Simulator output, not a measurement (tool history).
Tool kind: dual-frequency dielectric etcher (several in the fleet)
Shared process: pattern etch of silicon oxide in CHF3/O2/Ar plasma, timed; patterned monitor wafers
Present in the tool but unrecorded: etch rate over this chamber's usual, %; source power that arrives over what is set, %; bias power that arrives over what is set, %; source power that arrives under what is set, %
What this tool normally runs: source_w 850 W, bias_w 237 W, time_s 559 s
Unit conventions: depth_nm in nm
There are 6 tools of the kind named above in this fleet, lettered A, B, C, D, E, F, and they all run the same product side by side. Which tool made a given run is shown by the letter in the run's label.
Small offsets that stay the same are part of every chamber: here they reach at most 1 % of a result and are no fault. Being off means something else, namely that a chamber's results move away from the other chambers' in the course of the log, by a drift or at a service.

run,hour,source_w,bias_w,time_s,hours since the last wet clean,hours since the last source power generator calibration,hours since the last bias power generator calibration,"read-back reference wafer on the same gauge, depth_nm",depth_nm
1C,8.6,850,237,559,167.8,1539.5,2258.7,1189,1396.2
2A,17.1,850,237,559,420.5,2039.3,3405.1,1189,1397.1
3D,27.2,850,237,559,152.4,1051,2420.1,1190.1,1373.6
4E,32.1,850,237,559,137.6,218.9,1188.2,1191,1384.2
5B,40.7,850,237,559,42.8,1100.4,3480.9,1190.1,1389.4
6F,48.9,850,237,559,446.6,1531.5,2386.6,1190.2,1381.4
7B,56,850,237,559,58.1,1115.7,3496.2,1189.1,1383.8
8C,63.6,850,237,559,222.8,1594.5,2313.7,1188.8,1391.1
9E,70.9,850,237,559,176.4,257.7,1227,1190.4,1396.4
10D,80.3,850,237,559,205.5,1104.1,2473.2,1190.2,1365.5
11F,85.8,850,237,559,483.5,1568.4,2423.5,1190,1387.8
12A,91.2,850,237,559,494.6,2113.4,3479.2,1188.9,1398
# hour 93.8: chamber A: wet clean of the chamber
13E,100.1,850,237,559,205.6,286.9,1256.2,1189.1,1393.1
14D,104.7,850,237,559,229.9,1128.5,2497.6,1189.2,1369.7
# hour 107.9: chamber F: wet clean of the chamber
15C,110.6,850,237,559,269.8,1641.5,2360.7,1189.8,1394.6
16A,116.2,850,237,559,22.4,2138.4,3504.2,1190.2,1396.5
17B,123.2,850,237,559,125.3,1182.9,3563.4,1191.2,1388.8
18F,129.5,850,237,559,21.6,1612.1,2467.2,1189.6,1387.7
19E,139.2,850,237,559,244.7,326,1295.3,1189.1,1398
20D,149.7,850,237,559,274.9,1173.5,2542.6,1190.7,1379.9
21F,154.8,850,237,559,46.9,1637.4,2492.5,1189.2,1381.4
22B,162.4,850,237,559,164.5,1222.1,3602.6,1190,1397.1
23C,170,850,270,697.5,329.2,1700.9,2420.1,1190.7,1813.6
24A,179.4,850,270,697.5,85.6,2201.6,3567.4,1190.4,1811.5
25D,188.3,850,270,697.5,313.5,1212.1,2581.2,1189.4,1798.5
26B,193.6,850,270,697.5,195.7,1253.3,3633.8,1190,1814.5
27E,198.2,850,270,697.5,303.7,385,1354.3,1190.2,1823.6
# hour 198.4: chamber B: bias power generator calibrated
28F,205.1,850,270,697.5,97.2,1687.7,2542.8,1190.1,1809.4
29A,211.3,850,237,559,117.5,2233.5,3599.3,1189.5,1396.1
30C,221.1,850,237,559,380.3,1752,2471.2,1189.7,1384.3
31E,228.1,850,237,559,333.6,414.9,1384.2,1190.6,1393.1
32C,236.4,960,216,559,395.6,1767.3,2486.5,1190.2,1415
33A,241.5,960,216,559,147.7,2263.7,3629.5,1189.7,1411.7
34B,247.3,960,216,559,249.4,1307,49,1189.8,1404
# hour 248.7: chamber C: wet clean of the chamber
35F,254.5,960,216,559,146.6,1737.1,2592.2,1190.5,1406
36D,259.8,960,216,559,385,1283.6,2652.7,1190.2,1394.8
37A,264.4,960,216,559,170.6,2286.6,3652.4,1190.3,1422.1
38E,275,850,237,559,380.5,461.8,1431.1,1190.5,1388.3
39D,279.7,850,237,559,404.9,1303.5,2672.6,1188.3,1384.7
40C,287.9,850,237,559,39.3,1818.8,2538,1190.3,1390.9
41B,292.7,850,237,559,294.8,1352.4,94.4,1190.1,1384.2
42F,301.6,850,237,559,193.7,1784.2,2639.3,1189.7,1388.4
43F,307.3,850,237,559,199.4,1789.9,2645,1190.3,1379.9
44A,313.6,850,237,559,219.8,2335.8,3701.6,1189.9,1391.5

Next, all 6 chambers run the settings below, one line each with question marks for the results. What does each chamber give?
45A,321.2,850,237,559,,,,,?
45B,321.2,850,237,559,,,,,?
45C,321.2,850,237,559,,,,,?
45D,321.2,850,237,559,,,,,?
45E,321.2,850,237,559,,,,,?
45F,321.2,850,237,559,,,,,?

run,depth_nm
45A,1392.3
45B,1386.3
45C,1387.8
45D,1369.6
45E,1389
45F,1384.9
